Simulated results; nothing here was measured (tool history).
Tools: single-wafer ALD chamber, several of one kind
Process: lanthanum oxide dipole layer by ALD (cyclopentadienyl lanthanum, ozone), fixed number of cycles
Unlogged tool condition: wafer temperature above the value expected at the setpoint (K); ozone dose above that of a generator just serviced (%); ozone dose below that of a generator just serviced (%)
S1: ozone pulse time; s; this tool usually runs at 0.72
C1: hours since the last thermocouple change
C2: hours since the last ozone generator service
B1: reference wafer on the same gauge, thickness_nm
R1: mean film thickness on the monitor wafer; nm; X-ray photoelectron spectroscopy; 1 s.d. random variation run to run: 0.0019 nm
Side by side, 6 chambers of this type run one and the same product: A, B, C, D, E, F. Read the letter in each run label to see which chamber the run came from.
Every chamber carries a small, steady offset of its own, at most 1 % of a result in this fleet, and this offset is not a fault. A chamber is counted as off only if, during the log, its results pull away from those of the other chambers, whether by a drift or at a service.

Run 1A, hour 4.4: usual settings; C1 678.1; C2 687.9; B1 0.37373. Result: R1 0.44099 nm.
Run 2D, hour 7.9: usual settings; C1 831.7; C2 1014.2; B1 0.37384. Result: R1 0.44157 nm.
Run 3F, hour 10.8: usual settings; C1 1204.8; C2 1005.9; B1 0.37402. Result: R1 0.44647 nm.
Run 4C, hour 17.1: usual settings; C1 467.0; C2 220.6; B1 0.37437. Result: R1 0.44018 nm.
Run 5B, hour 23.0: usual settings; C1 398.6; C2 92.8; B1 0.37412. Result: R1 0.44166 nm.
Run 6E, hour 27.0: usual settings; C1 1331.2; C2 1793.3; B1 0.37409. Result: R1 0.43488 nm.
Run 7C, hour 32.6: usual settings; C1 482.5; C2 236.1; B1 0.37425. Result: R1 0.44233 nm.
Run 8A, hour 38.3: usual settings; C1 712.0; C2 721.8; B1 0.37403. Result: R1 0.43901 nm.
Run 9E, hour 42.2: usual settings; C1 1346.4; C2 1808.5; B1 0.37419. Result: R1 0.43211 nm.
Run 10D, hour 47.7: usual settings; C1 871.5; C2 1054.0; B1 0.37404. Result: R1 0.44745 nm.
Run 11B, hour 52.3: usual settings; C1 427.9; C2 122.1; B1 0.37417. Result: R1 0.43893 nm.
Run 12F, hour 55.6: usual settings; C1 1249.6; C2 1050.7; B1 0.37391. Result: R1 0.44331 nm.
Run 13F, hour 60.2: usual settings; C1 1254.2; C2 1055.3; B1 0.37389. Result: R1 0.44160 nm.
Run 14C, hour 63.2: usual settings; C1 513.1; C2 266.7; B1 0.37389. Result: R1 0.43731 nm.
Run 15D, hour 67.5: usual settings; C1 891.3; C2 1073.8; B1 0.37399. Result: R1 0.44260 nm.
Run 16B, hour 72.9: usual settings but S1 0.56 s; C1 448.5; C2 142.7; B1 0.37415. Result: R1 0.38727 nm.
Run 17A, hour 76.2: usual settings but S1 0.56 s; C1 749.9; C2 759.7; B1 0.37426. Result: R1 0.38701 nm.
Run 18E, hour 81.8: usual settings but S1 0.56 s; C1 1386.0; C2 1848.1; B1 0.37423. Result: R1 0.38215 nm.
At hour 84.5: chamber E: ozone generator serviced.
Run 19E, hour 87.7: usual settings but S1 0.56 s; C1 1391.9; C2 3.3; B1 0.37398. Result: R1 0.38262 nm.
Run 20A, hour 91.3: usual settings but S1 0.56 s; C1 765.0; C2 774.8; B1 0.37439. Result: R1 0.38528 nm.
Run 21F, hour 94.5: usual settings but S1 0.56 s; C1 1288.5; C2 1089.6; B1 0.37393. Result: R1 0.39267 nm.
Run 22C, hour 100.0: usual settings but S1 0.49 s; C1 549.9; C2 303.5; B1 0.37410. Result: R1 0.35561 nm.
Run 23B, hour 105.5: usual settings but S1 0.49 s; C1 481.1; C2 175.3; B1 0.37375. Result: R1 0.36313 nm.
Run 24D, hour 111.8: usual settings but S1 0.49 s; C1 935.6; C2 1118.1; B1 0.37397. Result: R1 0.36240 nm.
Run 25F, hour 117.2: usual settings but S1 0.49 s; C1 1311.2; C2 1112.3; B1 0.37384. Result: R1 0.36304 nm.
Run 26E, hour 121.7: usual settings but S1 0.49 s; C1 1425.9; C2 37.3; B1 0.37380. Result: R1 0.35844 nm.
Run 27D, hour 125.0: usual settings but S1 0.49 s; C1 948.8; C2 1131.3; B1 0.37425. Result: R1 0.36097 nm.
Run 28A, hour 130.7: usual settings; C1 804.4; C2 814.2; B1 0.37378. Result: R1 0.43672 nm.
Run 29B, hour 134.2: usual settings but S1 0.91 s; C1 509.8; C2 204.0; B1 0.37420. Result: R1 0.48130 nm.
Run 30C, hour 137.6: usual settings but S1 0.91 s; C1 587.5; C2 341.1; B1 0.37378. Result: R1 0.47142 nm.
Run 31E, hour 142.7: usual settings but S1 0.91 s; C1 1446.9; C2 58.3; B1 0.37429. Result: R1 0.47901 nm.
Run 32F, hour 146.3: usual settings but S1 0.91 s; C1 1340.3; C2 1141.4; B1 0.37404. Result: R1 0.48734 nm.
Run 33C, hour 151.5: usual settings but S1 0.91 s; C1 601.4; C2 355.0; B1 0.37417. Result: R1 0.46944 nm.
Run 34A, hour 157.1: usual settings but S1 0.91 s; C1 830.8; C2 840.6; B1 0.37424. Result: R1 0.48227 nm.
Run 35B, hour 160.0: usual settings; C1 535.6; C2 229.8; B1 0.37393. Result: R1 0.44005 nm.
Run 36D, hour 163.6: usual settings; C1 987.4; C2 1169.9; B1 0.37412. Result: R1 0.44388 nm.
Run 37D, hour 168.2: usual settings; C1 992.0; C2 1174.5; B1 0.37403. Result: R1 0.44229 nm.
Run 38A, hour 174.2: usual settings; C1 847.9; C2 857.7; B1 0.37418. Result: R1 0.44136 nm.

What goes on in this fleet: one chamber off, a drifting gauge, or nothing beyond the chambers' own small offsets? Name the chamber and the cause, if any.

Chamber C drifts away from the others.
What lies behind it: ozone dose below that of a generator just serviced (%) = 10.5.

Here are 4 candidates for chamber C's next run, each the usual settings with a change, their results left as question marks. Which one brings its results back in line with what the others give on the usual settings?
Allowed miss from the other chambers' usual-settings mean, per result, to count as in line: R1 0.00670 nm
Run 39C-1, hour 178.7: usual settings but S1 0.69 s. Result: R1 ?.
Run 39C-2, hour 178.7: usual settings but S1 0.75 s. Result: R1 ?.
Run 39C-3, hour 178.7: usual settings but S1 0.80 s. Result: R1 ?.
Run 39C-4, hour 178.7: usual settings but S1 0.65 s. Result: R1 ?.

The mean the other chambers reach with the usual settings: R1 0.44070 nm
  run       R1
39C-1  0.41018
39C-2  0.42707
39C-3  0.43984
39C-4  0.39788
39C-3 brings the chamber back in line.
